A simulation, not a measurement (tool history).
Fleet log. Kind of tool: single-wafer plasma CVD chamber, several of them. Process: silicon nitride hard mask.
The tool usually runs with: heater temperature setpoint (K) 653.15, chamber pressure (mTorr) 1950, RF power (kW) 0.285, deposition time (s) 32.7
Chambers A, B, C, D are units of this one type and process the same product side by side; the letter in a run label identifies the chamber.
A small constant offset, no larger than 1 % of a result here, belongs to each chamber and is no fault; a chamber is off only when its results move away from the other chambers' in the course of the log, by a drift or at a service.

run   hour  heater temperature setpoint (K)  chamber pressure (mTorr)  RF power (kW)  deposition time (s)  hours since the last thermocouple change  hours since the last RF generator calibration  hours since the last manometer calibration  read-back reference wafer on the same gauge, thickness_nm  mean film thickness on the monitor wafer (angstrom)
 1C    7.7                           653.15                      1950          0.285                 32.7                                    1019.4                                         1186.1                                       578.7                                                     37.543                                               388.74
 2B   13.7                           653.15                      1950          0.285                 32.7                                    1044.5                                         1471.9                                       566.9                                                     37.501                                               387.35
 3A   20.6                           653.15                      1950          0.285                 32.7                                     450.4                                          939.7                                       357.9                                                     37.487                                               387.53
 4D   25.9                           653.15                      1950          0.285                 32.7                                    1847.1                                          151.1                                       401.0                                                     37.463                                               390.98
 5B   33.3                           653.15                      1950          0.285                 32.7                                    1064.1                                         1491.5                                       586.5                                                     37.480                                               386.36
 6D   39.1                           653.15                      1950          0.285                 32.7                                    1860.3                                          164.3                                       414.2                                                     37.478                                               386.96
 7A   46.8                           653.15                      1950          0.285                 32.7                                     476.6                                          965.9                                       384.1                                                     37.473                                               387.70
 8C   54.2                           653.15                      1950          0.285                 32.7                                    1065.9                                         1232.6                                       625.2                                                     37.486                                               393.84
 9C   60.2                           653.15                      1950          0.285                 32.7                                    1071.9                                         1238.6                                       631.2                                                     37.458                                               388.08
10A   66.8                           653.15                      1950          0.285                 32.7                                     496.6                                          985.9                                       404.1                                                     37.479                                               389.10
11D   74.6                           653.15                      1950          0.285                 32.7                                    1895.8                                          199.8                                       449.7                                                     37.514                                               388.83
12B   80.1                           653.15                      1950          0.285                 32.7                                    1110.9                                         1538.3                                       633.3                                                     37.531                                               387.97
13C   84.2                           653.15                      1950          0.285                 32.7                                    1095.9                                         1262.6                                       655.2                                                     37.471                                               388.81
14A   89.7                           653.15                      1950          0.285                 32.7                                     519.5                                         1008.8                                       427.0                                                     37.518                                               385.57
15D   95.6                           653.15                      1950          0.285                 32.7                                    1916.8                                          220.8                                       470.7                                                     37.521                                               392.51
16B  103.6                           653.15                      1950          0.285                 32.7                                    1134.4                                         1561.8                                       656.8                                                     37.445                                               388.47
17B  110.2                           653.15                      1950          0.285                 32.7                                    1141.0                                         1568.4                                       663.4                                                     37.483                                               384.70
18A  116.0                           653.15                      1950          0.285                 32.7                                     545.8                                         1035.1                                       453.3                                                     37.461                                               387.57
19D  123.3                           653.15                      1750          0.285                 32.7                                    1944.5                                          248.5                                       498.4                                                     37.488                                               376.92
20C  131.3                           653.15                      1750          0.285                 32.7                                    1143.0                                         1309.7                                       702.3                                                     37.507                                               379.06
21B  138.9                           653.15                      1750          0.285                 32.7                                    1169.7                                         1597.1                                       692.1                                                     37.486                                               375.68
22C  146.1                           653.15                      1750          0.285                 32.7                                    1157.8                                         1324.5                                       717.1                                                     37.479                                               378.66
23A  150.9                           653.15                      1950          0.285                 32.7                                     580.7                                         1070.0                                       488.2                                                     37.486                                               389.57
24D  157.1                           653.15                      1950          0.285                 32.7                                    1978.3                                          282.3                                       532.2                                                     37.458                                               392.07
25D  162.0                           653.15                      1950          0.285                 32.7                                    1983.2                                          287.2                                       537.1                                                     37.492                                               390.80
26A  168.5                           653.15                      2400          0.285                 32.7                                     598.3                                         1087.6                                       505.8                                                     37.510                                               411.84
27B  174.5                           653.15                      2400          0.285                 32.7                                    1205.3                                         1632.7                                       727.7                                                     37.497                                               406.32
28C  181.2                           653.15                      2400          0.285                 32.7                                    1192.9                                         1359.6                                       752.2                                                     37.497                                               411.78
29A  185.4                           653.15                      2400          0.285                 32.7                                     615.2                                         1104.5                                       522.7                                                     37.484                                               407.48
30B  189.4                           653.15                      1950          0.285                 32.7                                    1220.2                                         1647.6                                       742.6                                                     37.474                                               383.17
31C  195.1                           653.15                      1950          0.285                 32.7                                    1206.8                                         1373.5                                       766.1                                                     37.480                                               390.73
32D  203.2                           653.15                      1950          0.285                 32.7                                    2024.4                                          328.4                                       578.3                                                     37.541                                               393.13
33A  208.0                           653.15                      1950          0.285                 32.7                                     637.8                                         1127.1                                       545.3                                                     37.493                                               385.10
34C  215.4                           653.15                      1950          0.285                 30.8                                    1227.1                                         1393.8                                       786.4                                                     37.534                                               368.08
35D  223.6                           653.15                      1950          0.285                 30.8                                    2044.8                                          348.8                                       598.7                                                     37.538                                               366.36
36B  231.5                           653.15                      1950          0.285                 30.8                                    1262.3                                         1689.7                                       784.7                                                     37.500                                               366.21
37C  238.1                           653.15                      1950          0.285                 30.8                                    1249.8                                         1416.5                                       809.1                                                     37.491                                               369.57
38D  246.3                           653.15                      1950          0.285                 32.7                                    2067.5                                          371.5                                       621.4                                                     37.483                                               391.73
39B  252.2                           653.15                      1950          0.285                 32.7                                    1283.0                                         1710.4                                       805.4                                                     37.519                                               384.78

Has any chamber moved away from the others, gradually or after a service, or does the common gauge drift, or do the chambers differ only by their own small steady offsets? State the chamber and the most likely cause if one applies.

No chamber is off and the gauge is stable; the differences are just each chamber's small, constant offset.
